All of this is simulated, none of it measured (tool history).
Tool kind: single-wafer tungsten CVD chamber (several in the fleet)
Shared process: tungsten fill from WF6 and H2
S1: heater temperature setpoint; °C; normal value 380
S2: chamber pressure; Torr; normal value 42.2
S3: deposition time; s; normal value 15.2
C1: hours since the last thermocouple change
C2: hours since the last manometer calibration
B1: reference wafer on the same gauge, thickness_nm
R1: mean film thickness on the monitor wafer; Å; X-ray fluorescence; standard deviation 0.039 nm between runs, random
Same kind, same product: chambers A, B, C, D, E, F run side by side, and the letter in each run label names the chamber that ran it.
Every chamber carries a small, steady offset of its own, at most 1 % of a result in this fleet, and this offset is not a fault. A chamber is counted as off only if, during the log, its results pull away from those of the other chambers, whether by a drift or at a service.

run,hour,S1,S2,S3,C1,C2,B1,R1
1E,14.1,380,42.2,15.2,668.6,1343.3,35.388,352.80
2D,24.1,380,42.2,15.2,1210.0,1326.8,35.396,349.04
3F,36.7,380,42.2,15.2,962.0,630.1,35.387,347.76
4C,44.3,380,42.2,15.2,792.9,1650.0,35.374,351.34
5A,54.8,388,42.2,17.5,1152.5,2294.0,35.372,475.76
6B,67.6,388,42.2,17.5,768.7,162.0,35.369,471.82
7B,76.7,388,42.2,17.5,777.8,171.1,35.372,473.11
8A,88.1,388,42.2,17.5,1185.8,2327.3,35.351,475.21
9D,95.6,388,42.2,17.5,1281.5,1398.3,35.350,470.56
10C,105.4,388,42.2,17.5,854.0,1711.1,35.358,472.37
11F,119.3,375,42.2,17.3,1044.6,712.7,35.353,358.19
12E,131.6,375,42.2,17.3,786.1,1460.8,35.339,361.27
13F,144.1,375,42.2,17.3,1069.4,737.5,35.335,357.70
14D,152.2,375,42.2,17.3,1338.1,1454.9,35.339,358.59
15C,161.0,375,42.2,17.3,909.6,1766.7,35.334,361.20
16B,171.2,375,42.2,17.3,872.3,265.6,35.333,357.89
17A,184.0,380,42.2,15.2,1281.7,2423.2,35.320,352.98
18E,190.9,380,42.2,15.2,845.4,1520.1,35.321,351.58
19F,198.8,380,48.7,17.0,1124.1,792.2,35.321,415.78
20E,209.1,380,48.7,17.0,863.6,1538.3,35.304,421.03
21D,222.7,380,48.7,17.0,1408.6,1525.4,35.312,415.71
22B,232.4,380,48.7,17.0,933.5,326.8,35.305,416.61
23A,239.9,380,48.7,17.0,1337.6,2479.1,35.311,421.12
24C,251.8,380,48.7,17.0,1000.4,1857.5,35.296,419.40
25F,262.9,380,42.2,15.2,1188.2,856.3,35.276,347.45
26D,270.8,373,42.2,15.2,1456.7,1573.5,35.279,300.87
27E,280.5,373,42.2,15.2,935.0,1609.7,35.283,302.95
28B,292.5,373,42.2,15.2,993.6,386.9,35.283,300.68
29C,305.9,373,42.2,15.2,1054.5,1911.6,35.284,303.76
30A,314.2,373,42.2,15.2,1411.9,2553.4,35.262,305.38
31D,324.7,373,42.2,15.2,1510.6,1627.4,35.273,301.65
32A,338.1,380,42.2,15.2,1435.8,2577.3,35.261,352.02
33B,349.8,380,42.2,15.2,1050.9,444.2,35.248,347.73
34F,357.3,380,33.8,15.2,1282.6,950.7,35.249,311.74
35C,365.7,380,33.8,15.2,1114.3,1971.4,35.249,314.96
36E,374.5,380,33.8,15.2,1029.0,1703.7,35.238,316.21

Read the log: is a single chamber off, either drifting away or since a service, is the gauge that measures every chamber drifting, or is nothing wrong beyond small per-chamber offsets? Name any odd chamber and what most likely caused it.

No chamber is off; the gauge reading every chamber's wafers drifts, which makes the whole fleet appear to move together.
Likeliest cause: gauge reads low (%) = 0.456.

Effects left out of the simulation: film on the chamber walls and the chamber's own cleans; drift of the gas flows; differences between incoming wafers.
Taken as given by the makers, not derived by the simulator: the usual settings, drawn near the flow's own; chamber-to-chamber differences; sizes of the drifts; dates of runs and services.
